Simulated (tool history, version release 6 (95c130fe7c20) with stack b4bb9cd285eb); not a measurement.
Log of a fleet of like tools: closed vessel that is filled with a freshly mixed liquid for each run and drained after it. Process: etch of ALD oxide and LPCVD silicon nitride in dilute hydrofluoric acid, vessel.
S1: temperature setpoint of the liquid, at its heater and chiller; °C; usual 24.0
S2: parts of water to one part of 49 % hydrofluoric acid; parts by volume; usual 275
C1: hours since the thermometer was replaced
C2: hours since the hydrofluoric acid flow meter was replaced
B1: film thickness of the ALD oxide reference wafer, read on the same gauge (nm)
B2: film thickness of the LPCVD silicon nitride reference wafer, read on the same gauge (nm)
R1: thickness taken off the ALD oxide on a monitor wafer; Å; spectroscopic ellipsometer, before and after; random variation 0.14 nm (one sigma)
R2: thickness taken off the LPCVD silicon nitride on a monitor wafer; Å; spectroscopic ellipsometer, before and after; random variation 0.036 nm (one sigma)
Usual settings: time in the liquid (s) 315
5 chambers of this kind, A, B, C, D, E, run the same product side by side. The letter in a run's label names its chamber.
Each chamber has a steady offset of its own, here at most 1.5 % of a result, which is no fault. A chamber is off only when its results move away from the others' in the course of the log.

run 1D hour=3.8 | S1=24.0 S2=275 time_in_the_liquid_(s)=315 | C1=665.8 C2=413.4 | B1=110.01 B2=39.976 | R1=257.21 R2=5.8388
run 2A hour=8.7 | S1=24.0 S2=275 time_in_the_liquid_(s)=315 | C1=309.6 C2=254.6 | B1=110.02 B2=40.024 | R1=251.19 R2=6.2730
run 3C hour=16.6 | S1=24.0 S2=275 time_in_the_liquid_(s)=315 | C1=899.6 C2=1573.5 | B1=109.98 B2=39.989 | R1=252.05 R2=5.9021
run 4E hour=23.6 | S1=24.0 S2=275 time_in_the_liquid_(s)=315 | C1=2553.2 C2=365.8 | B1=110.02 B2=39.980 | R1=252.93 R2=5.8283
run 5B hour=29.3 | S1=24.0 S2=275 time_in_the_liquid_(s)=315 | C1=886.7 C2=1940.2 | B1=109.95 B2=40.031 | R1=253.99 R2=6.2804
run 6E hour=33.5 | S1=24.0 S2=275 time_in_the_liquid_(s)=315 | C1=2563.1 C2=375.7 | B1=109.99 B2=40.026 | R1=251.80 R2=6.1194
run 7D hour=40.3 | S1=24.0 S2=275 time_in_the_liquid_(s)=315 | C1=702.3 C2=449.9 | B1=110.01 B2=40.037 | R1=255.20 R2=6.2050
run 8A hour=47.5 | S1=24.0 S2=275 time_in_the_liquid_(s)=315 | C1=348.4 C2=293.4 | B1=110.00 B2=40.028 | R1=254.29 R2=5.5045
run 9C hour=54.0 | S1=24.0 S2=275 time_in_the_liquid_(s)=250 | C1=937.0 C2=1610.9 | B1=110.01 B2=39.990 | R1=199.84 R2=4.9274
run 10B hour=60.6 | S1=24.0 S2=275 time_in_the_liquid_(s)=250 | C1=918.0 C2=1971.5 | B1=110.00 B2=40.008 | R1=203.43 R2=5.1731
run 11A hour=68.2 | S1=24.0 S2=275 time_in_the_liquid_(s)=250 | C1=369.1 C2=314.1 | B1=110.02 B2=39.996 | R1=201.14 R2=4.1212
run 12C hour=74.1 | S1=24.0 S2=275 time_in_the_liquid_(s)=250 | C1=957.1 C2=1631.0 | B1=109.98 B2=39.986 | R1=200.05 R2=5.2006
run 13D hour=81.0 | S1=24.0 S2=275 time_in_the_liquid_(s)=250 | C1=743.0 C2=490.6 | B1=109.97 B2=40.009 | R1=202.84 R2=4.4864
run 14B hour=86.3 | S1=24.0 S2=275 time_in_the_liquid_(s)=315 | C1=943.7 C2=1997.2 | B1=110.06 B2=39.976 | R1=260.18 R2=6.0890
run 15E hour=92.1 | S1=24.0 S2=275 time_in_the_liquid_(s)=315 | C1=2621.7 C2=434.3 | B1=110.01 B2=39.936 | R1=252.31 R2=6.2955
run 16D hour=98.5 | S1=24.0 S2=275 time_in_the_liquid_(s)=315 | C1=760.5 C2=508.1 | B1=110.01 B2=40.004 | R1=254.51 R2=6.2411
run 17A hour=102.1 | S1=24.0 S2=275 time_in_the_liquid_(s)=315 | C1=403.0 C2=348.0 | B1=110.02 B2=39.981 | R1=255.88 R2=6.2048
run 18E hour=106.4 | S1=24.0 S2=275 time_in_the_liquid_(s)=315 | C1=2636.0 C2=448.6 | B1=109.98 B2=39.935 | R1=251.13 R2=6.1186
run 19C hour=113.4 | S1=24.0 S2=275 time_in_the_liquid_(s)=315 | C1=996.4 C2=1670.3 | B1=110.02 B2=40.006 | R1=253.22 R2=6.2878
run 20B hour=120.3 | S1=24.0 S2=275 time_in_the_liquid_(s)=315 | C1=977.7 C2=2031.2 | B1=109.99 B2=40.060 | R1=265.83 R2=6.7465
run 21A hour=127.7 | S1=24.0 S2=275 time_in_the_liquid_(s)=315 | C1=428.6 C2=373.6 | B1=110.02 B2=40.038 | R1=253.14 R2=6.1437
run 22B hour=132.2 | S1=24.0 S2=275 time_in_the_liquid_(s)=315 | C1=989.6 C2=2043.1 | B1=110.00 B2=40.029 | R1=267.88 R2=6.4591
run 23D hour=137.0 | S1=24.0 S2=410 time_in_the_liquid_(s)=315 | C1=799.0 C2=546.6 | B1=109.99 B2=39.998 | R1=150.45 R2=3.7066
run 24E hour=142.4 | S1=24.0 S2=410 time_in_the_liquid_(s)=315 | C1=2672.0 C2=484.6 | B1=109.99 B2=40.025 | R1=151.04 R2=4.3484
run 25C hour=150.1 | S1=24.0 S2=410 time_in_the_liquid_(s)=315 | C1=1033.1 C2=1707.0 | B1=110.02 B2=40.022 | R1=148.58 R2=3.9916
run 26D hour=157.1 | S1=24.0 S2=410 time_in_the_liquid_(s)=315 | C1=819.1 C2=566.7 | B1=109.99 B2=39.984 | R1=149.22 R2=4.0573
run 27B hour=161.6 | S1=24.0 S2=410 time_in_the_liquid_(s)=315 | C1=1019.0 C2=2072.5 | B1=110.00 B2=40.019 | R1=157.79 R2=4.3706
run 28A hour=169.5 | S1=24.0 S2=155 time_in_the_liquid_(s)=315 | C1=470.4 C2=415.4 | B1=110.00 B2=39.999 | R1=510.80 R2=10.1090
run 29E hour=173.4 | S1=24.0 S2=155 time_in_the_liquid_(s)=315 | C1=2703.0 C2=515.6 | B1=109.97 B2=40.018 | R1=501.19 R2=11.0610
run 30C hour=180.0 | S1=24.0 S2=155 time_in_the_liquid_(s)=315 | C1=1063.0 C2=1736.9 | B1=109.97 B2=39.971 | R1=508.80 R2=10.0510
run 31D hour=186.6 | S1=24.0 S2=155 time_in_the_liquid_(s)=315 | C1=848.6 C2=596.2 | B1=110.00 B2=39.995 | R1=521.04 R2=10.5470
run 32C hour=190.7 | S1=24.0 S2=155 time_in_the_liquid_(s)=315 | C1=1073.7 C2=1747.6 | B1=110.03 B2=39.988 | R1=507.29 R2=10.7450
run 33E hour=197.1 | S1=26.5 S2=275 time_in_the_liquid_(s)=200 | C1=2726.7 C2=539.3 | B1=109.98 B2=39.950 | R1=175.39 R2=5.0509
run 34B hour=202.5 | S1=26.5 S2=275 time_in_the_liquid_(s)=200 | C1=1059.9 C2=2113.4 | B1=110.04 B2=40.035 | R1=189.38 R2=5.0620

What goes on in this fleet: one chamber off, a drifting gauge, or nothing beyond the chambers' own small offsets? Name the chamber and the cause, if any.

Chamber B drifts away from the others.
Cause: liquid hotter than its thermometer reads (K) = 2.18.

Here are 4 candidates for chamber B's next run, each the usual settings with a change, their results left as question marks. Which one brings its results back in line with what the others give on the usual settings?
In line means no further than this from the other chambers' mean on the usual settings: R1 4.90 Å; R2 1.3000 Å
run 35B-1 hour=208.2 | S1=25.0 S2=280 time_in_the_liquid_(s)=340 | R1=? R2=?
run 35B-2 hour=208.2 | S1=24.5 S2=280 time_in_the_liquid_(s)=325 | R1=? R2=?
run 35B-3 hour=208.2 | S1=23.5 S2=270 time_in_the_liquid_(s)=305 | R1=? R2=?
run 35B-4 hour=208.2 | S1=23.0 S2=265 time_in_the_liquid_(s)=285 | R1=? R2=?

The other chambers' mean on the usual settings: R1 253.16 Å; R2 6.0897 Å
run=35B-1 R1=300.13 R2=7.8762
run=35B-2 R1=282.06 R2=7.3074
run=35B-3 R1=268.39 R2=6.7083
run=35B-4 R1=252.59 R2=6.2007
35B-4 brings the chamber back in line.
